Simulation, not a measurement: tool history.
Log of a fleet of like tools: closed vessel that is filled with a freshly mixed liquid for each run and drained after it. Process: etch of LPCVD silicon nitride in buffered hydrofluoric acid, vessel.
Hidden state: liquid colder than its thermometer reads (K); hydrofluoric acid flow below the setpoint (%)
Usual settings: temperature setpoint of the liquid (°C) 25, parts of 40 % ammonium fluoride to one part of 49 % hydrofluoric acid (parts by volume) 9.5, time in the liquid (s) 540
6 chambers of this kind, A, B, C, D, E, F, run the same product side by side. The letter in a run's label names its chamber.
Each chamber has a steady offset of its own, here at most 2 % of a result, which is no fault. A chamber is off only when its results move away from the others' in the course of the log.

| run | day | temperature setpoint of the liquid (°C) | parts of 40 % ammonium fluoride to one part of 49 % hydrofluoric acid (parts by volume) | time in the liquid (s) | hours since the thermometer was replaced | hours since the hydrofluoric acid flow meter was replaced | read-back film thickness of the LPCVD silicon nitride reference wafer, read on the same gauge (nm) | thickness taken off the LPCVD silicon nitride on a monitor wafer (nm) |
|---|---|---|---|---|---|---|---|---|
| 1F | 0.262 | 25 | 9.5 | 540 | 953.7 | 1300.6 | 50.026 | 8.2544 |
| 2C | 0.521 | 25 | 9.5 | 540 | 1873.7 | 847.6 | 50.026 | 8.0161 |
| 3E | 0.838 | 25 | 9.5 | 540 | 61.7 | 319.5 | 49.981 | 8.2166 |
| 4A | 1.046 | 25 | 9.5 | 540 | 536.6 | 990.5 | 50.017 | 8.3232 |
| 5B | 1.292 | 25 | 9.5 | 540 | 1366.5 | 1757.1 | 50.049 | 8.3558 |
| 6D | 1.442 | 23 | 9.5 | 780 | 716.3 | 125.4 | 50.015 | 10.7130 |
| 7F | 1.683 | 23 | 9.5 | 780 | 987.8 | 1334.7 | 50.016 | 10.4300 |
| 8E | 1.946 | 23 | 9.5 | 780 | 88.3 | 346.1 | 50.000 | 10.5290 |
| 9D | 2.133 | 23 | 9.5 | 780 | 732.9 | 142.0 | 49.996 | 10.5750 |
| 10A | 2.342 | 23 | 9.5 | 780 | 567.7 | 1021.6 | 49.990 | 10.9270 |
| 11B | 2.550 | 23 | 9.5 | 780 | 1396.7 | 1787.3 | 49.996 | 10.7800 |
| 12C | 2.833 | 25 | 6.0 | 425 | 1929.2 | 903.1 | 50.022 | 9.7030 |
| 13A | 3.146 | 25 | 6.0 | 425 | 587.0 | 1040.9 | 49.995 | 10.1490 |
| 14B | 3.462 | 25 | 6.0 | 425 | 1418.6 | 1809.2 | 49.980 | 9.8426 |
| 15C | 3.750 | 25 | 6.0 | 425 | 1951.2 | 925.1 | 49.962 | 9.7827 |
| 16E | 4.038 | 25 | 6.0 | 425 | 138.5 | 396.3 | 50.029 | 9.9622 |
| 17F | 4.183 | 25 | 6.0 | 425 | 1047.8 | 1394.7 | 50.023 | 10.0590 |
| 18D | 4.496 | 25 | 9.5 | 540 | 789.6 | 198.7 | 49.978 | 8.1262 |
| 19A | 4.792 | 25 | 9.5 | 540 | 626.5 | 1080.4 | 50.000 | 8.2730 |
| 20D | 5.062 | 25 | 9.5 | 540 | 803.2 | 212.3 | 50.031 | 8.2525 |
| 21E | 5.375 | 25 | 9.5 | 540 | 170.6 | 428.4 | 49.997 | 7.9236 |
| 22C | 5.621 | 25 | 9.5 | 540 | 1996.1 | 970.0 | 49.988 | 8.0969 |
| 23F | 5.829 | 25 | 9.5 | 540 | 1087.3 | 1434.2 | 50.034 | 8.1648 |
| 24B | 6.108 | 25 | 9.5 | 540 | 1482.1 | 1872.7 | 50.026 | 8.2625 |
| 25C | 6.379 | 25 | 9.5 | 540 | 2014.3 | 988.2 | 49.971 | 8.2625 |
| 26A | 6.621 | 25 | 9.5 | 540 | 670.4 | 1124.3 | 49.959 | 8.4352 |
| 27D | 6.888 | 25 | 9.5 | 540 | 847.0 | 256.1 | 50.015 | 8.2153 |
| 28B | 7.104 | 25 | 9.5 | 540 | 1506.0 | 1896.6 | 50.026 | 8.3359 |
| 29F | 7.346 | 30 | 9.5 | 355 | 1123.7 | 1470.6 | 50.006 | 7.0475 |
| 30E | 7.483 | 30 | 9.5 | 355 | 221.2 | 479.0 | 49.996 | 6.7876 |
| 31B | 7.679 | 30 | 9.5 | 355 | 1519.8 | 1910.4 | 50.029 | 7.0418 |
| 32E | 7.892 | 30 | 9.5 | 355 | 231.0 | 488.8 | 49.989 | 6.7260 |
| 33C | 8.192 | 30 | 9.5 | 355 | 2057.8 | 1031.7 | 50.009 | 6.9764 |
| 34F | 8.371 | 30 | 9.5 | 355 | 1148.3 | 1495.2 | 50.025 | 6.9660 |
| 35D | 8.596 | 25 | 9.5 | 540 | 888.0 | 297.1 | 50.024 | 8.2741 |
| 36A | 8.875 | 21 | 7.5 | 540 | 724.5 | 1178.4 | 49.956 | 8.5545 |
| 37D | 9.158 | 21 | 7.5 | 540 | 901.5 | 310.6 | 50.021 | 8.1807 |
| 38F | 9.433 | 21 | 7.5 | 540 | 1173.8 | 1520.7 | 50.040 | 8.2118 |
| 39A | 9.712 | 21 | 7.5 | 540 | 744.6 | 1198.5 | 49.966 | 8.4264 |
| 40C | 10.029 | 21 | 7.5 | 540 | 2101.9 | 1075.8 | 49.997 | 8.1580 |
| 41B | 10.258 | 21 | 7.5 | 540 | 1581.7 | 1972.3 | 49.991 | 8.3574 |

Next, every chamber runs the same settings. What will each give?
| 42A | 10.488 | 25 | 13.0 | 540 |  |  |  | ? |
| 42B | 10.488 | 25 | 13.0 | 540 |  |  |  | ? |
| 42C | 10.488 | 25 | 13.0 | 540 |  |  |  | ? |
| 42D | 10.488 | 25 | 13.0 | 540 |  |  |  | ? |
| 42E | 10.488 | 25 | 13.0 | 540 |  |  |  | ? |
| 42F | 10.488 | 25 | 13.0 | 540 |  |  |  | ? |

| run | thickness taken off the LPCVD silicon nitride on a monitor wafer (nm) |
|---|---|
| 42A | 6.3298 |
| 42B | 6.2593 |
| 42C | 5.9939 |
| 42D | 6.2305 |
| 42E | 5.6198 |
| 42F | 6.1297 |
